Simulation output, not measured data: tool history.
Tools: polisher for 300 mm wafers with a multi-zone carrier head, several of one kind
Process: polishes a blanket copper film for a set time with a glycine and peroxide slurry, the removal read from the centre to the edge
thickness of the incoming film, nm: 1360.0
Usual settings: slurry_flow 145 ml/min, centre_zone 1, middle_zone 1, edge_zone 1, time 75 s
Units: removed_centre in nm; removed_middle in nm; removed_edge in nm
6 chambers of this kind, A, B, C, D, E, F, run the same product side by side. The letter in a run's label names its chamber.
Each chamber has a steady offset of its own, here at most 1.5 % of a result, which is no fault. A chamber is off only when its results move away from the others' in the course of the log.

run,day,slurry_flow,centre_zone,middle_zone,edge_zone,time,wafers polished on this pad,hours since the slurry nozzle was cleaned,hours since the centre zone pressure was calibrated,hours since the edge zone pressure was calibrated,removed_centre,removed_middle,removed_edge
1D,0.2,145,1,1,1,75,68,696.1,771.6,517.4,535.2,506.95,506.23
# day 0.242: chamber F: worn pad replaced by a new one
# day 0.375: chamber D: edge zone pressure recalibrated
2C,0.383,145,1,1,1,75,365,47,497.9,1633.6,515.85,520.38,525.19
3F,0.704,145,1,1,1,75,69,254,423.8,701,512.33,515.14,505.56
4A,0.996,145,1,1,1,75,434,404,65.9,358.7,519.6,517.63,509.84
5B,1.158,145,1,1,1,75,1237,247.1,243.7,461,528.8,510.85,524.85
6E,1.446,145,1,1,1,75,989,44.1,1603,291,528.32,514.84,525.21
7C,1.771,145,1,1,1,75,571,80.3,531.2,1666.9,511.81,521.56,518.95
8F,2.133,145,1,1.04,1,100,281,288.3,458.1,735.3,699.73,724.73,700.57
# day 2.233: chamber C: edge zone pressure recalibrated
# day 2.308: chamber B: worn pad replaced by a new one
# day 2.362: chamber E: worn pad replaced by a new one
9A,2.379,145,1,1.04,1,100,640,437.2,99.1,391.9,687.33,719,671.68
10E,2.671,145,1,1.04,1,100,46,73.5,1632.4,320.4,696.8,699.44,681.42
# day 2.767: chamber E: centre zone pressure recalibrated
# day 2.8: chamber D: slurry nozzle cleaned
11D,2.879,145,1,1.04,1,100,465,1.9,835.9,60.1,693.43,721.77,693.69
12B,3.2,145,1,1.04,1,100,132,296.1,292.7,510,679.23,703.79,690.54
13F,3.517,145,1,1.04,1,100,486,321.5,491.3,768.5,682.67,717,698.18
14A,3.717,145,1,1,1,75,838,469.3,131.2,424,516.41,517.31,520.1
15C,3.979,145,1,1,1,75,899,133.3,584.2,42,521.06,528.26,514.77
16B,4.296,145,1,1,1,75,295,322.4,319,536.3,516.25,513.75,528.94
# day 4.567: chamber A: edge zone pressure recalibrated
17D,4.604,145,1,1,1,75,721,43.3,877.3,101.5,508.75,517.73,507.5
# day 4.633: chamber C: worn pad replaced by a new one
# day 4.892: chamber F: worn pad replaced by a new one
18E,4.958,145,1,1,1,75,385,128.4,52.7,375.3,514.17,521.26,519.14
19F,5.146,145,1,1,1,75,37,360.6,530.4,807.6,513.9,525.32,518.07
# day 5.329: chamber F: slurry nozzle cleaned
20B,5.392,145,1,1,1,75,458,348.7,345.3,562.6,506.41,504.03,521.33
21D,5.717,145,1,1,1,75,886,70,904,128.2,521.07,513.81,516.46
# day 5.992: chamber D: worn pad replaced by a new one
22E,6.021,145,1,1,1,75,543,153.9,78.2,400.8,514.72,515.07,519.22
23C,6.208,145,1,1,1,75,234,186.8,637.7,95.5,520.34,525.43,515.8
24A,6.454,145,1,1,1,75,1244,535,196.9,45.4,518.13,528.88,522.64
25B,6.792,95,1,1,1,65,665,382.3,378.9,596.2,393.83,404.65,412.96
26C,7.092,95,1,1,1,65,365,208,658.9,116.7,399.02,400.65,417.6
27F,7.446,95,1,1,1,65,379,50.8,585.6,862.8,390.85,405.12,419.34
28E,7.675,95,1,1,1,65,788,193.6,117.9,440.5,397.89,406.39,415.4
# day 7.683: chamber A: worn pad replaced by a new one
# day 7.729: chamber D: centre zone pressure recalibrated
29D,8.021,95,1,1,1,65,301,125.3,7.1,183.5,401.15,407.11,412.08
30A,8.388,95,1,1,1,65,105,581.4,243.3,91.8,406.03,414.34,413.63
31D,8.633,145,1,1,1,75,392,140,21.8,198.2,525.58,509.6,514.42
# day 8.683: chamber E: worn pad replaced by a new one
32E,8.862,145,1,1,1,75,26,222.1,146.4,469,506.16,526.06,520.4
# day 8.921: chamber F: worn pad replaced by a new one
# day 9.083: chamber C: slurry nozzle cleaned
33A,9.229,145,1,1,1,75,229,601.6,263.5,112,520.15,518.77,514.78
34C,9.479,145,1,1,1,75,719,9.6,716.2,174,525.7,525.04,517.5
35F,9.804,145,1,1,1,75,131,107.4,642.2,919.4,524.52,509.74,526.39
# day 10.071: chamber B: edge zone pressure recalibrated
36B,10.133,145,1,1,1,75,1161,462.5,459.1,1.5,517.87,522.18,519.3
37B,10.458,145,1,1,1,75,1209,470.3,466.9,9.3,522.58,525.13,524.94
38E,10.754,145,1,1,1,75,307,267.5,191.8,514.4,513.12,510.35,520.9
39C,10.958,145,1,1,1,75,939,45.1,751.7,209.5,514.33,517.37,520.86
40A,11.138,145,1,1,1,75,513,647.4,309.3,157.8,517.8,515.36,515
41D,11.446,145,1,1,1,75,809,207.5,89.3,265.7,520.94,508.42,518.64
42F,11.75,145,1,1,1,75,419,154.1,688.9,966.1,506.42,515.71,522.03

All 6 chambers run these settings next. Forecast each chamber's results:
43A,12.017,145,1,1,1,75,,,,,?,?,?
43B,12.017,145,1,1,1,75,,,,,?,?,?
43C,12.017,145,1,1,1,75,,,,,?,?,?
43D,12.017,145,1,1,1,75,,,,,?,?,?
43E,12.017,145,1,1,1,75,,,,,?,?,?
43F,12.017,145,1,1,1,75,,,,,?,?,?

run,removed_centre,removed_middle,removed_edge
43A,513.24,528.96,508.2
43B,520.77,512.42,522.95
43C,525.97,519.32,516.47
43D,518.45,520.09,514.94
43E,510.93,521.44,507.95
43F,516.56,502.42,515.4
